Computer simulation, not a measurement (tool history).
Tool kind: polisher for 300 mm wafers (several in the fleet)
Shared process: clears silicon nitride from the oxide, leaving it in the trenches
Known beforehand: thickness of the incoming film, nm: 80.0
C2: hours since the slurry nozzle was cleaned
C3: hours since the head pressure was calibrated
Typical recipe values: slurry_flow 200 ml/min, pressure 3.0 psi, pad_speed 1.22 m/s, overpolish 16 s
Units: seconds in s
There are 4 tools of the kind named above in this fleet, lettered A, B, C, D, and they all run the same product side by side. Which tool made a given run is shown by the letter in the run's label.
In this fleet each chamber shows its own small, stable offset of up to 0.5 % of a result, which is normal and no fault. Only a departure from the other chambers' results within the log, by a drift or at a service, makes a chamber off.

Run 1A, hour 3.2: usual settings; wafers polished on this pad 255; C2 429.9; C3 484.8. Result: seconds 79.467 s.
Run 2B, hour 5.9: usual settings; wafers polished on this pad 948; C2 478.6; C3 123.2. Result: seconds 78.768 s.
Run 3C, hour 9.0: usual settings; wafers polished on this pad 423; C2 53.2; C3 55.2. Result: seconds 77.502 s.
Run 4D, hour 11.2: usual settings; wafers polished on this pad 983; C2 29.6; C3 138.9. Result: seconds 76.350 s.
Run 5D, hour 13.9: usual settings; wafers polished on this pad 1002; C2 32.3; C3 141.6. Result: seconds 77.542 s.
At hour 17.9: chamber B: worn pad replaced by a new one.
Run 6B, hour 18.3: usual settings; wafers polished on this pad 2; C2 491.0; C3 135.6. Result: seconds 79.240 s.
Run 7A, hour 22.0: usual settings; wafers polished on this pad 385; C2 448.7; C3 503.6. Result: seconds 78.481 s.
Run 8C, hour 26.1: usual settings; wafers polished on this pad 541; C2 70.3; C3 72.3. Result: seconds 77.238 s.
Run 9B, hour 30.5: usual settings; wafers polished on this pad 87; C2 503.2; C3 147.8. Result: seconds 78.022 s.
Run 10C, hour 34.0: usual settings; wafers polished on this pad 596; C2 78.2; C3 80.2. Result: seconds 77.638 s.
Run 11D, hour 37.1: usual settings; wafers polished on this pad 1163; C2 55.5; C3 164.8. Result: seconds 79.465 s.
Run 12A, hour 40.0: usual settings; wafers polished on this pad 510; C2 466.7; C3 521.6. Result: seconds 76.796 s.
At hour 41.6: chamber A: worn pad replaced by a new one.
At hour 43.1: chamber D: worn pad replaced by a new one.
Run 13D, hour 44.6: usual settings; wafers polished on this pad 10; C2 63.0; C3 172.3. Result: seconds 80.755 s.
At hour 47.4: chamber C: worn pad replaced by a new one.
Run 14B, hour 48.1: usual settings; wafers polished on this pad 209; C2 520.8; C3 165.4. Result: seconds 76.354 s.
Run 15A, hour 50.5: usual settings; wafers polished on this pad 62; C2 477.2; C3 532.1. Result: seconds 79.509 s.
Run 16C, hour 53.9: usual settings; wafers polished on this pad 45; C2 98.1; C3 100.1. Result: seconds 76.787 s.
Run 17B, hour 56.4: usual settings; wafers polished on this pad 266; C2 529.1; C3 173.7. Result: seconds 81.750 s.
Run 18D, hour 59.9: usual settings; wafers polished on this pad 116; C2 78.3; C3 187.6. Result: seconds 78.993 s.
Run 19C, hour 63.8: usual settings; wafers polished on this pad 113; C2 108.0; C3 110.0. Result: seconds 74.726 s.
Run 20A, hour 66.3: usual settings; wafers polished on this pad 171; C2 493.0; C3 547.9. Result: seconds 79.225 s.
Run 21A, hour 70.7: usual settings but slurry_flow 230 ml/min, pressure 2.3 psi; wafers polished on this pad 202; C2 497.4; C3 552.3. Result: seconds 104.180 s.
Run 22C, hour 73.1: usual settings but slurry_flow 230 ml/min, pressure 2.3 psi; wafers polished on this pad 178; C2 117.3; C3 119.3. Result: seconds 98.007 s.
Run 23D, hour 77.4: usual settings but slurry_flow 230 ml/min, pressure 2.3 psi; wafers polished on this pad 237; C2 95.8; C3 205.1. Result: seconds 98.124 s.
Run 24B, hour 80.0: usual settings but slurry_flow 230 ml/min, pressure 2.3 psi; wafers polished on this pad 430; C2 552.7; C3 197.3. Result: seconds 98.414 s.
Run 25C, hour 82.7: usual settings but pad_speed 1.06 m/s; wafers polished on this pad 244; C2 126.9; C3 128.9. Result: seconds 90.675 s.
Run 26B, hour 87.3: usual settings but pad_speed 1.06 m/s; wafers polished on this pad 480; C2 560.0; C3 204.6. Result: seconds 88.338 s.
Run 27A, hour 91.3: usual settings but pad_speed 1.06 m/s; wafers polished on this pad 344; C2 518.0; C3 572.9. Result: seconds 89.045 s.

Predict what each chamber gives when all 4 of them run the settings below next.
Run 28A, hour 94.9: usual settings but pressure 3.8 psi. Result: seconds ?.
Run 28B, hour 94.9: usual settings but pressure 3.8 psi. Result: seconds ?.
Run 28C, hour 94.9: usual settings but pressure 3.8 psi. Result: seconds ?.
Run 28D, hour 94.9: usual settings but pressure 3.8 psi. Result: seconds ?.

run  seconds
28A   61.019
28B   60.398
28C   62.902
28D   61.860
